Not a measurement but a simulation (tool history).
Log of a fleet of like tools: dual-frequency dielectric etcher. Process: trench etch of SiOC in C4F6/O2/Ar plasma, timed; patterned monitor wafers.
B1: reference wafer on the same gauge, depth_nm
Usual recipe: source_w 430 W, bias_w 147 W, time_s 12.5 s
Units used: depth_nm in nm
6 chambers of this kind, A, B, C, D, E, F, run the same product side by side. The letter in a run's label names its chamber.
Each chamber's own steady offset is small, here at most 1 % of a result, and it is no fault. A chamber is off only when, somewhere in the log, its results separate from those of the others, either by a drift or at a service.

{"run": "1B", "hour": 7.8, "source_w": 430, "bias_w": 147, "time_s": 12.5, "B1": 21.007, "depth_nm": 24.885}
{"run": "2C", "hour": 14.8, "source_w": 430, "bias_w": 147, "time_s": 12.5, "B1": 21.005, "depth_nm": 25.179}
{"run": "3F", "hour": 19.2, "source_w": 430, "bias_w": 147, "time_s": 12.5, "B1": 21.014, "depth_nm": 25.116}
{"run": "4E", "hour": 23.3, "source_w": 430, "bias_w": 147, "time_s": 12.5, "B1": 21.028, "depth_nm": 25.142}
{"run": "5A", "hour": 31.5, "source_w": 430, "bias_w": 147, "time_s": 12.5, "B1": 21.017, "depth_nm": 25.04}
{"run": "6D", "hour": 37.3, "source_w": 430, "bias_w": 147, "time_s": 12.5, "B1": 21.028, "depth_nm": 25.145}
{"run": "7C", "hour": 41.2, "source_w": 430, "bias_w": 147, "time_s": 12.5, "B1": 21.029, "depth_nm": 25.118}
{"run": "8F", "hour": 46.6, "source_w": 430, "bias_w": 147, "time_s": 12.5, "B1": 21.037, "depth_nm": 25.144}
{"run": "9A", "hour": 51.6, "source_w": 430, "bias_w": 147, "time_s": 12.5, "B1": 21.034, "depth_nm": 25.045}
{"run": "10E", "hour": 57.3, "source_w": 430, "bias_w": 147, "time_s": 12.5, "B1": 21.036, "depth_nm": 25.11}
{"run": "11D", "hour": 62.8, "source_w": 430, "bias_w": 147, "time_s": 12.5, "B1": 21.043, "depth_nm": 25.146}
{"run": "12B", "hour": 67.7, "source_w": 430, "bias_w": 147, "time_s": 12.5, "B1": 21.052, "depth_nm": 24.954}
{"run": "13D", "hour": 74.1, "source_w": 430, "bias_w": 147, "time_s": 12.5, "B1": 21.045, "depth_nm": 25.151}
{"run": "14C", "hour": 79.7, "source_w": 430, "bias_w": 147, "time_s": 12.5, "B1": 21.045, "depth_nm": 25.134}
{"run": "15E", "hour": 83.9, "source_w": 430, "bias_w": 111, "time_s": 12.5, "B1": 21.061, "depth_nm": 23.31}
{"run": "16A", "hour": 89.8, "source_w": 430, "bias_w": 111, "time_s": 12.5, "B1": 21.06, "depth_nm": 23.093}
{"hour": 95.5, "done": "chamber A: wet clean of the chamber"}
{"hour": 95.7, "done": "chamber C: wet clean of the chamber"}
{"run": "17F", "hour": 97.6, "source_w": 430, "bias_w": 111, "time_s": 12.5, "B1": 21.066, "depth_nm": 23.184}
{"run": "18B", "hour": 104.5, "source_w": 430, "bias_w": 111, "time_s": 12.5, "B1": 21.065, "depth_nm": 23.014}
{"run": "19B", "hour": 108.8, "source_w": 430, "bias_w": 111, "time_s": 12.5, "B1": 21.077, "depth_nm": 23.032}
{"run": "20F", "hour": 115.5, "source_w": 430, "bias_w": 111, "time_s": 12.5, "B1": 21.076, "depth_nm": 23.271}
{"hour": 123.1, "done": "chamber A: bias power generator calibrated"}
{"run": "21A", "hour": 123.5, "source_w": 430, "bias_w": 147, "time_s": 12.5, "B1": 21.076, "depth_nm": 25.064}
{"run": "22D", "hour": 131.5, "source_w": 430, "bias_w": 147, "time_s": 12.5, "B1": 21.094, "depth_nm": 25.228}
{"run": "23C", "hour": 136.1, "source_w": 430, "bias_w": 147, "time_s": 12.5, "B1": 21.092, "depth_nm": 25.381}
{"run": "24E", "hour": 142.3, "source_w": 430, "bias_w": 147, "time_s": 12.5, "B1": 21.103, "depth_nm": 25.319}
{"run": "25C", "hour": 146.5, "source_w": 430, "bias_w": 147, "time_s": 12.5, "B1": 21.094, "depth_nm": 25.264}
{"hour": 149.4, "done": "chamber B: source power generator calibrated"}
{"run": "26A", "hour": 154.5, "source_w": 430, "bias_w": 147, "time_s": 12.5, "B1": 21.114, "depth_nm": 25.147}
{"run": "27B", "hour": 160.0, "source_w": 430, "bias_w": 147, "time_s": 12.5, "B1": 21.111, "depth_nm": 25.137}
{"run": "28E", "hour": 166.0, "source_w": 430, "bias_w": 147, "time_s": 12.5, "B1": 21.111, "depth_nm": 25.298}
{"run": "29D", "hour": 171.4, "source_w": 430, "bias_w": 147, "time_s": 12.5, "B1": 21.119, "depth_nm": 25.275}
{"run": "30F", "hour": 177.7, "source_w": 430, "bias_w": 147, "time_s": 12.5, "B1": 21.121, "depth_nm": 25.287}
{"run": "31C", "hour": 183.1, "source_w": 430, "bias_w": 147, "time_s": 12.5, "B1": 21.124, "depth_nm": 25.263}
{"hour": 185.6, "done": "chamber F: bias power generator calibrated"}
{"run": "32B", "hour": 190.8, "source_w": 430, "bias_w": 147, "time_s": 12.5, "B1": 21.12, "depth_nm": 25.11}
{"run": "33F", "hour": 199.2, "source_w": 350, "bias_w": 147, "time_s": 15.5, "B1": 21.131, "depth_nm": 28.879}
{"run": "34D", "hour": 204.8, "source_w": 350, "bias_w": 147, "time_s": 15.5, "B1": 21.133, "depth_nm": 28.92}
{"hour": 205.6, "done": "chamber E: wet clean of the chamber"}
{"run": "35A", "hour": 211.4, "source_w": 350, "bias_w": 147, "time_s": 15.5, "B1": 21.139, "depth_nm": 28.842}
{"run": "36E", "hour": 215.2, "source_w": 350, "bias_w": 147, "time_s": 15.5, "B1": 21.153, "depth_nm": 28.94}

Each of the 6 chambers runs these same settings next. Fill in every chamber's results:
{"run": "37A", "hour": 221.2, "source_w": 430, "bias_w": 120, "time_s": 12.5, "depth_nm": "?"}
{"run": "37B", "hour": 221.2, "source_w": 430, "bias_w": 120, "time_s": 12.5, "depth_nm": "?"}
{"run": "37C", "hour": 221.2, "source_w": 430, "bias_w": 120, "time_s": 12.5, "depth_nm": "?"}
{"run": "37D", "hour": 221.2, "source_w": 430, "bias_w": 120, "time_s": 12.5, "depth_nm": "?"}
{"run": "37E", "hour": 221.2, "source_w": 430, "bias_w": 120, "time_s": 12.5, "depth_nm": "?"}
{"run": "37F", "hour": 221.2, "source_w": 430, "bias_w": 120, "time_s": 12.5, "depth_nm": "?"}

run=37A depth_nm=23.761
run=37B depth_nm=23.554
run=37C depth_nm=23.907
run=37D depth_nm=23.8
run=37E depth_nm=23.937
run=37F depth_nm=23.841

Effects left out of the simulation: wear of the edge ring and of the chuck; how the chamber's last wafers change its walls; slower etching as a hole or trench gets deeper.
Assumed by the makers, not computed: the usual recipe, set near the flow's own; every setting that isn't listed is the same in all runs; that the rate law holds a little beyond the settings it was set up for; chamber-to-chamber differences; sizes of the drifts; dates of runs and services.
